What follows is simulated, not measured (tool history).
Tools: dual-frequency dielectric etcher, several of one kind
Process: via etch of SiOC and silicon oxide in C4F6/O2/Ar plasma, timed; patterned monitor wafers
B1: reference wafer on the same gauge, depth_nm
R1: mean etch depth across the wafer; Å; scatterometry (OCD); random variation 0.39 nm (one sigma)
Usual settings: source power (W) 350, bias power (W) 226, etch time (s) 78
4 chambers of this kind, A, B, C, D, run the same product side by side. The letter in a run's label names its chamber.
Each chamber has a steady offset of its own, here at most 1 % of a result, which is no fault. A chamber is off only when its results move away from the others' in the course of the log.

{"run": "1D", "hour": 6.6, "source power (W)": 350, "bias power (W)": 226, "etch time (s)": 78, "B1": 90.815, "R1": 903.23}
{"run": "2A", "hour": 10.9, "source power (W)": 350, "bias power (W)": 226, "etch time (s)": 78, "B1": 90.898, "R1": 907.98}
{"run": "3B", "hour": 19.4, "source power (W)": 350, "bias power (W)": 226, "etch time (s)": 78, "B1": 90.948, "R1": 899.52}
{"run": "4C", "hour": 27.3, "source power (W)": 350, "bias power (W)": 226, "etch time (s)": 78, "B1": 90.899, "R1": 906.23}
{"run": "5C", "hour": 33.7, "source power (W)": 350, "bias power (W)": 226, "etch time (s)": 78, "B1": 90.989, "R1": 900.17}
{"run": "6A", "hour": 39.4, "source power (W)": 350, "bias power (W)": 226, "etch time (s)": 78, "B1": 90.805, "R1": 901.44}
{"run": "7B", "hour": 44.4, "source power (W)": 420, "bias power (W)": 226, "etch time (s)": 78, "B1": 90.828, "R1": 971.08}
{"run": "8D", "hour": 52.8, "source power (W)": 420, "bias power (W)": 226, "etch time (s)": 78, "B1": 90.878, "R1": 966.36}
{"run": "9C", "hour": 58.6, "source power (W)": 420, "bias power (W)": 226, "etch time (s)": 78, "B1": 90.934, "R1": 970.48}
{"hour": 60.7, "done": "chamber A: wet clean of the chamber"}
{"run": "10B", "hour": 68.2, "source power (W)": 420, "bias power (W)": 226, "etch time (s)": 78, "B1": 90.908, "R1": 979.05}
{"run": "11D", "hour": 76.0, "source power (W)": 350, "bias power (W)": 226, "etch time (s)": 78, "B1": 90.85, "R1": 902.35}
{"run": "12A", "hour": 81.0, "source power (W)": 350, "bias power (W)": 226, "etch time (s)": 78, "B1": 90.894, "R1": 904.95}
{"run": "13B", "hour": 89.2, "source power (W)": 350, "bias power (W)": 226, "etch time (s)": 78, "B1": 90.866, "R1": 905.26}
{"run": "14D", "hour": 98.4, "source power (W)": 350, "bias power (W)": 226, "etch time (s)": 78, "B1": 90.9, "R1": 895.98}
{"run": "15C", "hour": 105.0, "source power (W)": 350, "bias power (W)": 226, "etch time (s)": 78, "B1": 90.846, "R1": 906.21}
{"run": "16A", "hour": 111.8, "source power (W)": 350, "bias power (W)": 226, "etch time (s)": 78, "B1": 90.976, "R1": 907.56}
{"run": "17A", "hour": 120.1, "source power (W)": 350, "bias power (W)": 226, "etch time (s)": 78, "B1": 90.809, "R1": 905.24}
{"run": "18D", "hour": 127.1, "source power (W)": 350, "bias power (W)": 226, "etch time (s)": 78, "B1": 90.99, "R1": 887.24}
{"run": "19B", "hour": 136.4, "source power (W)": 350, "bias power (W)": 226, "etch time (s)": 78, "B1": 90.97, "R1": 902.27}
{"run": "20C", "hour": 143.7, "source power (W)": 290, "bias power (W)": 198, "etch time (s)": 78, "B1": 90.879, "R1": 804.79}
{"run": "21D", "hour": 151.6, "source power (W)": 290, "bias power (W)": 198, "etch time (s)": 78, "B1": 90.867, "R1": 793.22}
{"run": "22B", "hour": 158.1, "source power (W)": 290, "bias power (W)": 198, "etch time (s)": 78, "B1": 90.949, "R1": 809.78}
{"run": "23A", "hour": 164.0, "source power (W)": 290, "bias power (W)": 198, "etch time (s)": 78, "B1": 90.839, "R1": 802.18}
{"run": "24C", "hour": 171.2, "source power (W)": 350, "bias power (W)": 226, "etch time (s)": 78, "B1": 90.881, "R1": 903.5}
{"run": "25B", "hour": 175.8, "source power (W)": 350, "bias power (W)": 226, "etch time (s)": 78, "B1": 90.892, "R1": 901.68}
{"run": "26A", "hour": 183.3, "source power (W)": 350, "bias power (W)": 226, "etch time (s)": 78, "B1": 90.954, "R1": 906.78}
{"run": "27C", "hour": 191.7, "source power (W)": 400, "bias power (W)": 226, "etch time (s)": 78, "B1": 90.87, "R1": 947.34}
{"run": "28D", "hour": 197.9, "source power (W)": 400, "bias power (W)": 226, "etch time (s)": 78, "B1": 90.806, "R1": 920.34}
{"run": "29A", "hour": 204.7, "source power (W)": 400, "bias power (W)": 226, "etch time (s)": 78, "B1": 90.856, "R1": 951.63}
{"run": "30C", "hour": 212.4, "source power (W)": 400, "bias power (W)": 226, "etch time (s)": 78, "B1": 90.892, "R1": 953.34}
{"run": "31B", "hour": 221.0, "source power (W)": 350, "bias power (W)": 226, "etch time (s)": 78, "B1": 90.934, "R1": 902.22}
{"run": "32D", "hour": 229.6, "source power (W)": 350, "bias power (W)": 226, "etch time (s)": 78, "B1": 90.883, "R1": 863.05}
{"run": "33D", "hour": 236.2, "source power (W)": 350, "bias power (W)": 276, "etch time (s)": 78, "B1": 90.891, "R1": 930}
{"run": "34C", "hour": 241.4, "source power (W)": 350, "bias power (W)": 276, "etch time (s)": 78, "B1": 90.88, "R1": 971.17}

What goes on in this fleet: one chamber off, a drifting gauge, or nothing beyond the chambers' own small offsets? Name the chamber and the cause, if any.

Chamber D drifts away from the others.
Cause: etch rate under this chamber's usual, % = 4.23.

Here are 4 candidates for chamber D's next run, each the usual settings with a change, their results left as question marks. Which one brings its results back in line with what the others give on the usual settings?
In line means no further than this from the other chambers' mean on the usual settings: R1 14 Å
{"run": "35D-1", "hour": 248.3, "source power (W)": 360, "bias power (W)": 231, "etch time (s)": 78, "R1": "?"}
{"run": "35D-2", "hour": 248.3, "source power (W)": 310, "bias power (W)": 226, "etch time (s)": 78, "R1": "?"}
{"run": "35D-3", "hour": 248.3, "source power (W)": 350, "bias power (W)": 214, "etch time (s)": 78, "R1": "?"}
{"run": "35D-4", "hour": 248.3, "source power (W)": 380, "bias power (W)": 239, "etch time (s)": 78, "R1": "?"}

The other chambers' mean on the usual settings: R1 905.07 Å
run=35D-1 R1=877.23
run=35D-2 R1=822.97
run=35D-3 R1=845.77
run=35D-4 R1=905.77
35D-4 brings the chamber back in line.

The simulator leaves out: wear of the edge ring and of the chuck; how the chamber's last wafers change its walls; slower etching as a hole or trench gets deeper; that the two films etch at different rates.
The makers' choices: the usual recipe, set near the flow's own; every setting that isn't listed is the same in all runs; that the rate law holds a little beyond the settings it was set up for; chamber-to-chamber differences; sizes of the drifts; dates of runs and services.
